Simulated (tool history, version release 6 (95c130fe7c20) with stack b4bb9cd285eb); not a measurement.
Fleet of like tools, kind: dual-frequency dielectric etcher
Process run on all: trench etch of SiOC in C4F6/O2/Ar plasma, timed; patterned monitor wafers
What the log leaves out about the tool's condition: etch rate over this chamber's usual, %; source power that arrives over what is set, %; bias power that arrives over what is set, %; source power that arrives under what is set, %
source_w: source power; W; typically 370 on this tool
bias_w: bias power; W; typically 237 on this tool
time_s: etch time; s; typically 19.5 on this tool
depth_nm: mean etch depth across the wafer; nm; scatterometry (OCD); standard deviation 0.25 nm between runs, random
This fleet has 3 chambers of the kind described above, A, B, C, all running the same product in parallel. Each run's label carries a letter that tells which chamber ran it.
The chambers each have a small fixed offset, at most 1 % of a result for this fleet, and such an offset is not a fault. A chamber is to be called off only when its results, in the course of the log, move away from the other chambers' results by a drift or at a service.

run   hour  source_w  bias_w  time_s  hours since the last wet clean  hours since the last source power generator calibration  hours since the last bias power generator calibration  read-back reference wafer on the same gauge, depth_nm  depth_nm
 1C    6.5       370     237    19.5                           148.4                                                    926.4                                                 2108.6                                                 35.876    43.123
 2A   11.4       370     237    19.5                           487.7                                                   2115.4                                                  475.8                                                 35.927    43.059
 3B   16.2       370     237    19.5                           395.6                                                    928.2                                                 1488.1                                                 35.894    42.674
 4C   19.8       370     237    19.5                           161.7                                                    939.7                                                 2121.9                                                 35.929    42.954
      19.9  -- chamber C: bias power generator calibrated
 5B   26.5       370     237    19.5                           405.9                                                    938.5                                                 1498.4                                                 35.857    43.037
 6A   31.8       370     237    19.5                           508.1                                                   2135.8                                                  496.2                                                 35.883    42.941
 7A   35.7       370     207    22.5                             512                                                   2139.7                                                  500.1                                                 35.859     47.75
 8B   40.4       370     207    22.5                           419.8                                                    952.4                                                 1512.3                                                 35.911    48.195
      47.1  -- chamber A: wet clean of the chamber
 9C   47.2       370     207    22.5                           189.1                                                    967.1                                                   27.4                                                 35.906    47.579
10B   53.7       370     237    19.5                           433.1                                                    965.7                                                 1525.6                                                  35.93    42.965
11C     58       370     237    19.5                           199.9                                                    977.9                                                   38.2                                                 35.903    43.124
12A   61.6       370     237    19.5                            14.5                                                   2165.6                                                    526                                                 35.907    42.671
13B   65.6       370     237    19.5                             445                                                    977.6                                                 1537.5                                                 35.937    42.931
14A   69.3       370     237    19.5                            22.2                                                   2173.3                                                  533.7                                                 35.921    42.613
15C   76.7       370     237    19.5                           218.6                                                    996.6                                                   56.9                                                 35.922    43.493
16A   82.6       370     237    19.5                            35.5                                                   2186.6                                                    547                                                 35.894    43.079
17B   87.8       370     237    19.5                           467.2                                                    999.8                                                 1559.7                                                 35.881    43.024
18C   91.9       370     237    19.5                           233.8                                                   1011.8                                                   72.1                                                 35.912    42.911
19B   96.2       370     237    19.5                           475.6                                                   1008.2                                                 1568.1                                                 35.862    43.394
20A  102.3       370     237    19.5                            55.2                                                   2206.3                                                  566.7                                                 35.945    43.129
21C  109.3       370     237    19.5                           251.2                                                   1029.2                                                   89.5                                                  35.93    43.128
22A  115.4       340     237    14.5                            68.3                                                   2219.4                                                  579.8                                                 35.985    31.162
23B  121.1       340     237    14.5                           500.5                                                   1033.1                                                   1593                                                  35.91    31.008
24C  127.3       340     237    14.5                           269.2                                                   1047.2                                                  107.5                                                 35.921    31.389
25C  131.5       300     237    21.5                           273.4                                                   1051.4                                                  111.7                                                 35.894    44.085
26A  137.7       300     237    21.5                            90.6                                                   2241.7                                                  602.1                                                 35.865    43.426
27B  141.4       300     237    21.5                           520.8                                                   1053.4                                                 1613.3                                                 35.864     43.56
28B  146.9       370     237    19.5                           526.3                                                   1058.9                                                 1618.8                                                 35.906    43.312
29A  152.5       370     237    19.5                           105.4                                                   2256.5                                                  616.9                                                 35.897    43.195
30C  158.2       370     237      23                           300.1                                                   1078.1                                                  138.4                                                 35.918    50.861
     161.6  -- chamber B: wet clean of the chamber
31B  162.4       370     237      23                             0.9                                                   1074.4                                                 1634.3                                                 35.927    50.322
32A    166       370     237      23                           118.9                                                     2270                                                  630.4                                                  35.86    50.179
33C  172.5       370     237    19.5                           314.4                                                   1092.4                                                  152.7                                                  35.94    43.415
34A    179       370     237    19.5                           131.9                                                     2283                                                  643.4                                                 35.879    43.387
35B  184.8       370     237    19.5                            23.3                                                   1096.8                                                 1656.7                                                 35.908    42.906
36C  192.1       370     237    19.5                             334                                                     1112                                                  172.3                                                 35.923    43.175

Next, every chamber runs the same settings. What will each give?
37A  197.8       370     237    19.5                                                                                                                                                                                                                ?
37B  197.8       370     237    19.5                                                                                                                                                                                                                ?
37C  197.8       370     237    19.5                                                                                                                                                                                                                ?

run  depth_nm
37A    43.105
37B    42.495
37C    43.663
